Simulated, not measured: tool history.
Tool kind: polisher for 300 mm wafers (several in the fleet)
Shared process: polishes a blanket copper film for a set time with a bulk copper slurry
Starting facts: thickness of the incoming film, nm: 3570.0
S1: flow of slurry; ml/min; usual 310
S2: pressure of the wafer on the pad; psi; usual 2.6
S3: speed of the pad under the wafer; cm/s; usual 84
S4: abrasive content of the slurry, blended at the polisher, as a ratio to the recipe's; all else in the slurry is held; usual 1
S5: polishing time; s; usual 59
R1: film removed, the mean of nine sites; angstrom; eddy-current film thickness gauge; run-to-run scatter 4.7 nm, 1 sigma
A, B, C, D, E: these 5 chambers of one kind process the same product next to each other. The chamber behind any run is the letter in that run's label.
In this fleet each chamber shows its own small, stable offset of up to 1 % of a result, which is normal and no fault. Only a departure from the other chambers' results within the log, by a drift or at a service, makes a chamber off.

run	hour	S1	S2	S3	S4	S5	R1
1B	5.4	310	2.6	84	1	59	3649.1
# hour 9: chamber D: slurry blender recalibrated
2D	12.5	310	2.6	84	1	59	3669.8
# hour 12.7: chamber C: worn pad replaced by a new one
# hour 18.3: chamber E: worn pad replaced by a new one
3E	20.4	310	2.6	84	1	59	3660
4C	27.4	310	2.6	84	1	59	3778
# hour 30.9: chamber B: worn pad replaced by a new one
5A	33.4	310	2.6	96	1	44	3205.3
6E	39.7	310	2.6	96	1	44	3217.2
7A	43.8	310	2.6	96	1	44	3170.1
# hour 47.6: chamber A: worn pad replaced by a new one
8B	48.6	310	2.6	96	1	44	3139.1
9C	56	310	2.6	96	1	44	3201.3
# hour 57.9: chamber E: worn pad replaced by a new one
10D	62	310	2.6	84	1	59	3769.3
11D	66	310	2.6	84	1	59	3697.1
12C	71.1	310	2.6	84	1	59	3788.9
# hour 73.6: chamber C: worn pad replaced by a new one
13B	79.4	310	2.6	84	1	59	3696.4
# hour 81.6: chamber B: worn pad replaced by a new one
14E	86.2	310	2.6	84	1	59	3728.5
15A	93.6	225	2.6	84	1	59	3577.5
# hour 96.6: chamber A: worn pad replaced by a new one
16E	99.8	225	2.6	84	1	59	3513.1
# hour 104.2: chamber E: worn pad replaced by a new one
17C	107.9	225	2.6	84	1	59	3638.3
18B	115.5	225	2.6	84	1	59	3551.1
19D	119.6	225	2.6	84	1	59	3419.2
20A	125.7	310	2.6	84	1	59	3657.4
# hour 128.4: chamber B: slurry blender recalibrated
21E	133.9	310	2.6	84	1	59	3683.5
# hour 137.8: chamber C: worn pad replaced by a new one
# hour 138.1: chamber B: worn pad replaced by a new one
# hour 139.8: chamber E: slurry blender recalibrated
22C	141.2	310	2.6	84	1	59	3659.8
23A	148.6	310	2.6	84	1	59	3713.2
# hour 149.8: chamber E: worn pad replaced by a new one
24B	153.6	310	2.6	84	1	59	3776.8
25D	160.4	310	2.6	84	1	59	3418.2
# hour 161.8: chamber A: worn pad replaced by a new one
26B	169.2	310	2.6	84	1	59	3724.1
27A	175.6	310	2.6	84	1	59	3713.7
28D	179.7	405	2.6	84	1	72	4222.7
29E	188.5	405	2.6	84	1	72	4754.5
30C	194.4	405	2.6	84	1	72	4625.6
31C	201.8	405	2.6	84	1	72	4779.3
32A	210.3	405	2.6	84	1	72	4585.3
33D	215.4	310	2.6	84	1	59	3334.7

Is one chamber out of step, is the gauge drifting, or do the chambers differ by no more than their own small offsets? For an off chamber, give its letter and the likeliest cause.

One chamber, D, drifts off from the rest bit by bit.
What lies behind it: removal rate lost through wear of the pad, % = 11.4.
With only this log, it may be confused with: head's pressure below its setpoint, %.

Which of the 4 candidates below, each the usual settings with something changed and its results left as question marks, puts chamber D back in line with what the other chambers give on the usual settings?
Maximum distance from the other chambers' mean on the usual settings for a result to count as in line: R1 160 angstrom
34D-1	222	305	2.6	74	1	59	?
34D-2	222	310	2.8	84	1	63	?
34D-3	222	310	2.6	84	1	57	?
34D-4	222	310	2.6	84	1.2	59	?

The other chambers' mean on the usual settings: R1 3722.4 angstrom
run	R1
34D-1	2908.7
34D-2	3801.4
34D-3	3192
34D-4	3436
34D-2 is the one that brings the chamber's results back in line with the other chambers.
